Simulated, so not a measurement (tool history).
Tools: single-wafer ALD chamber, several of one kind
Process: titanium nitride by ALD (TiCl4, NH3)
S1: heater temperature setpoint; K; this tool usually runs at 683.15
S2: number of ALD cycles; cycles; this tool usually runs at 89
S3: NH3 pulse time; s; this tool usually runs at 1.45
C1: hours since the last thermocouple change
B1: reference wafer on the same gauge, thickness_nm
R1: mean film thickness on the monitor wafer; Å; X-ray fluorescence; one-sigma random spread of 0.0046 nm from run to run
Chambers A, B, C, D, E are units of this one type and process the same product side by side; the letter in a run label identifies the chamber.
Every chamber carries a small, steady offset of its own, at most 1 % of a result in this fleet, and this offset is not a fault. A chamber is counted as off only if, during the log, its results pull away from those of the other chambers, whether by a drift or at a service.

Run 1E, hour 4.7: usual settings; C1 1796.6; B1 1.8392. Result: R1 19.372 Å.
Run 2B, hour 11.9: usual settings; C1 1402.4; B1 1.8394. Result: R1 19.643 Å.
Run 3D, hour 17.3: usual settings; C1 574.7; B1 1.8396. Result: R1 19.4 Å.
Run 4C, hour 23.9: usual settings; C1 853; B1 1.841. Result: R1 19.576 Å.
Run 5A, hour 33.8: usual settings; C1 618.1; B1 1.84. Result: R1 19.58 Å.
Run 6C, hour 43.4: usual settings but S2 77 cycles, S3 0.92 s; C1 872.5; B1 1.8406. Result: R1 16.58 Å.
Run 7D, hour 50.9: usual settings but S2 77 cycles, S3 0.92 s; C1 608.3; B1 1.8405. Result: R1 16.539 Å.
Run 8E, hour 56.4: usual settings but S2 77 cycles, S3 0.92 s; C1 1848.3; B1 1.841. Result: R1 16.332 Å.
Run 9B, hour 62.9: usual settings but S2 77 cycles, S3 0.92 s; C1 1453.4; B1 1.8413. Result: R1 16.617 Å.
Run 10A, hour 71: usual settings but S2 77 cycles, S3 0.92 s; C1 655.3; B1 1.8402. Result: R1 16.585 Å.
Run 11E, hour 77.2: usual settings; C1 1869.1; B1 1.8411. Result: R1 19.354 Å.
Run 12C, hour 83.8: usual settings; C1 912.9; B1 1.8393. Result: R1 19.584 Å.
Run 13B, hour 90: usual settings; C1 1480.5; B1 1.8406. Result: R1 19.541 Å.
Run 14D, hour 99.7: usual settings; C1 657.1; B1 1.8398. Result: R1 19.529 Å.
Run 15A, hour 104.3: usual settings; C1 688.6; B1 1.8402. Result: R1 19.473 Å.
Run 16C, hour 112.9: usual settings; C1 942; B1 1.8401. Result: R1 19.59 Å.
Run 17D, hour 120.6: usual settings; C1 678; B1 1.8392. Result: R1 19.362 Å.
Run 18A, hour 125.4: usual settings; C1 709.7; B1 1.8401. Result: R1 19.515 Å.
Run 19B, hour 130.7: usual settings; C1 1521.2; B1 1.8402. Result: R1 19.55 Å.
Run 20E, hour 139.9: usual settings; C1 1931.8; B1 1.8383. Result: R1 19.286 Å.
Run 21B, hour 146: usual settings; C1 1536.5; B1 1.8394. Result: R1 19.684 Å.
Run 22A, hour 150.6: usual settings; C1 734.9; B1 1.8416. Result: R1 19.547 Å.
Run 23D, hour 158.7: usual settings but S2 100 cycles, S3 1.94 s; C1 716.1; B1 1.8398. Result: R1 22.036 Å.
Run 24E, hour 166.3: usual settings but S2 100 cycles, S3 1.94 s; C1 1958.2; B1 1.8406. Result: R1 21.917 Å.
Run 25C, hour 175.7: usual settings but S2 100 cycles, S3 1.94 s; C1 1004.8; B1 1.8399. Result: R1 22.199 Å.
Run 26E, hour 181.7: usual settings but S2 100 cycles, S3 1.94 s; C1 1973.6; B1 1.84. Result: R1 21.985 Å.
Run 27B, hour 187.1: usual settings but S2 100 cycles, S3 1.94 s; C1 1577.6; B1 1.8404. Result: R1 22.293 Å.
Run 28A, hour 196.5: usual settings; C1 780.8; B1 1.8398. Result: R1 19.516 Å.
Run 29D, hour 203.9: usual settings; C1 761.3; B1 1.8403. Result: R1 19.384 Å.
At hour 206.7: chamber C: thermocouple changed; heater temperature recalibrated.
Run 30C, hour 211.7: usual settings; C1 5; B1 1.841. Result: R1 19.531 Å.
Run 31C, hour 219.4: usual settings; C1 12.7; B1 1.8394. Result: R1 19.448 Å.
Run 32B, hour 227.4: usual settings; C1 1617.9; B1 1.8412. Result: R1 19.54 Å.
Run 33D, hour 234.2: usual settings but S2 105 cycles, S3 1.2 s; C1 791.6; B1 1.8413. Result: R1 22.64 Å.
Run 34A, hour 244.1: usual settings but S2 105 cycles, S3 1.2 s; C1 828.4; B1 1.8398. Result: R1 22.831 Å.
Run 35E, hour 250.8: usual settings but S2 105 cycles, S3 1.2 s; C1 2042.7; B1 1.8394. Result: R1 22.508 Å.
Run 36B, hour 259.5: usual settings but S2 105 cycles, S3 1.2 s; C1 1650; B1 1.8391. Result: R1 22.897 Å.
Run 37C, hour 266.5: usual settings but S2 105 cycles, S3 1.2 s; C1 59.8; B1 1.8409. Result: R1 22.918 Å.
Run 38E, hour 272.2: usual settings but S2 98 cycles, S3 1.64 s; C1 2064.1; B1 1.8392. Result: R1 21.306 Å.
Run 39A, hour 281.1: usual settings but S2 98 cycles, S3 1.64 s; C1 865.4; B1 1.8402. Result: R1 21.667 Å.

Next, every chamber runs the same settings. What will each give?
Run 40A, hour 288.2: usual settings. Result: R1 ?.
Run 40B, hour 288.2: usual settings. Result: R1 ?.
Run 40C, hour 288.2: usual settings. Result: R1 ?.
Run 40D, hour 288.2: usual settings. Result: R1 ?.
Run 40E, hour 288.2: usual settings. Result: R1 ?.

run      R1
40A  19.616
40B  19.529
40C  19.491
40D  19.471
40E  19.323

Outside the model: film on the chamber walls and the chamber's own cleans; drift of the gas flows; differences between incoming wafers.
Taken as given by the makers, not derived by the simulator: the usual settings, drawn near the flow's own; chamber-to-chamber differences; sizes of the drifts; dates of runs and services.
